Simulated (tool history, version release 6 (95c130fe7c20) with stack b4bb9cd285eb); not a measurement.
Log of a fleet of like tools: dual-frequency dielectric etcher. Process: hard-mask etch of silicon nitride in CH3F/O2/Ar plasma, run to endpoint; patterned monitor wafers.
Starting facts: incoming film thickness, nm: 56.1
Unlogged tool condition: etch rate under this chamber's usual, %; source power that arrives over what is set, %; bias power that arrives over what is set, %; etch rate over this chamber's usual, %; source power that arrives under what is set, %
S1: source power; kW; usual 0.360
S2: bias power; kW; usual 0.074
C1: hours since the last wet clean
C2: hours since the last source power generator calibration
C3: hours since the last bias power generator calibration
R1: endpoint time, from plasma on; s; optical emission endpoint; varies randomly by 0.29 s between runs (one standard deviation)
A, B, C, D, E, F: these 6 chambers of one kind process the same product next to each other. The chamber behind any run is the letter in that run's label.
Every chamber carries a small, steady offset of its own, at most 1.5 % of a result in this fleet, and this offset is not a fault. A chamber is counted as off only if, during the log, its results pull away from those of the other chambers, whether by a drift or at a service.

run	hour	S1	S2	C1	C2	C3	R1
1B	5.9	0.360	0.074	147.6	2891.5	1133.6	85.211
2E	13.4	0.360	0.074	125.8	3119.1	2908.5	83.695
3D	21.0	0.360	0.074	467.5	391.4	605.1	84.466
4A	27.7	0.360	0.074	267.5	1816.7	3228.7	82.869
5C	34.9	0.360	0.074	607.4	4133.9	810.6	83.646
6F	42.1	0.290	0.066	333.0	1358.1	1547.9	93.057
7D	49.4	0.290	0.066	495.9	419.8	633.5	95.015
8A	56.5	0.290	0.066	296.3	1845.5	3257.5	93.677
# hour 60.8: chamber C: wet clean of the chamber
9C	63.7	0.290	0.066	3.0	4162.7	839.4	94.281
10B	68.8	0.290	0.066	210.5	2954.4	1196.5	95.646
11F	73.5	0.290	0.066	364.4	1389.5	1579.3	94.168
12E	79.4	0.360	0.074	191.8	3185.1	2974.5	84.213
13E	84.9	0.360	0.074	197.3	3190.6	2980.0	83.836
14F	88.8	0.360	0.074	379.7	1404.8	1594.6	82.712
15C	95.9	0.360	0.074	35.2	4194.9	871.6	84.360
16D	103.5	0.360	0.074	550.0	473.9	687.6	83.940
17B	110.3	0.280	0.074	252.0	2995.9	1238.0	93.444
18A	115.3	0.280	0.074	355.1	1904.3	3316.3	90.939
# hour 117.0: chamber B: source power generator calibrated
19A	121.1	0.280	0.074	360.9	1910.1	3322.1	90.998
20E	125.3	0.280	0.074	237.7	3231.0	3020.4	91.952
# hour 130.4: chamber E: source power generator calibrated
21F	130.7	0.280	0.074	421.6	1446.7	1636.5	91.111
22C	134.5	0.280	0.074	73.8	4233.5	910.2	91.615
23B	141.2	0.440	0.090	282.9	24.2	1268.9	73.512
24D	145.2	0.440	0.090	591.7	515.6	729.3	72.254
# hour 148.2: chamber D: wet clean of the chamber
25D	149.2	0.440	0.090	1.1	519.6	733.3	72.498
26F	155.9	0.440	0.090	446.8	1471.9	1661.7	71.541
27E	161.6	0.440	0.090	274.0	31.2	3056.7	72.386
28C	165.7	0.440	0.090	105.0	4264.7	941.4	72.307
29B	170.4	0.360	0.074	312.1	53.4	1298.1	84.996
30A	173.8	0.360	0.074	413.6	1962.8	3374.8	83.394
31D	181.6	0.430	0.086	33.5	552.0	765.7	74.565
32A	185.8	0.430	0.086	425.6	1974.8	3386.8	73.895
33C	189.4	0.430	0.086	128.7	4288.4	965.1	74.238
34B	197.1	0.430	0.086	338.8	80.1	1324.8	75.654
35E	201.7	0.430	0.086	314.1	71.3	3096.8	74.090
36F	206.8	0.430	0.086	497.7	1522.8	1712.6	73.043
37B	212.6	0.360	0.074	354.3	95.6	1340.3	85.214
38A	218.0	0.360	0.074	457.8	2007.0	3419.0	82.722
39D	223.4	0.360	0.074	75.3	593.8	807.5	83.375
40E	230.4	0.360	0.074	342.8	100.0	3125.5	84.249
41C	234.8	0.320	0.091	174.1	4333.8	1010.5	81.391
# hour 238.1: chamber B: wet clean of the chamber
42F	240.0	0.320	0.091	530.9	1556.0	1745.8	80.073
43C	245.0	0.320	0.091	184.3	4344.0	1020.7	81.588
44B	252.5	0.320	0.091	14.4	135.5	1380.2	82.282

What goes on in this fleet: one chamber off, a drifting gauge, or nothing beyond the chambers' own small offsets? Name the chamber and the cause, if any.

All chambers stay in line apart from their small fixed offsets, and the gauge does not drift.

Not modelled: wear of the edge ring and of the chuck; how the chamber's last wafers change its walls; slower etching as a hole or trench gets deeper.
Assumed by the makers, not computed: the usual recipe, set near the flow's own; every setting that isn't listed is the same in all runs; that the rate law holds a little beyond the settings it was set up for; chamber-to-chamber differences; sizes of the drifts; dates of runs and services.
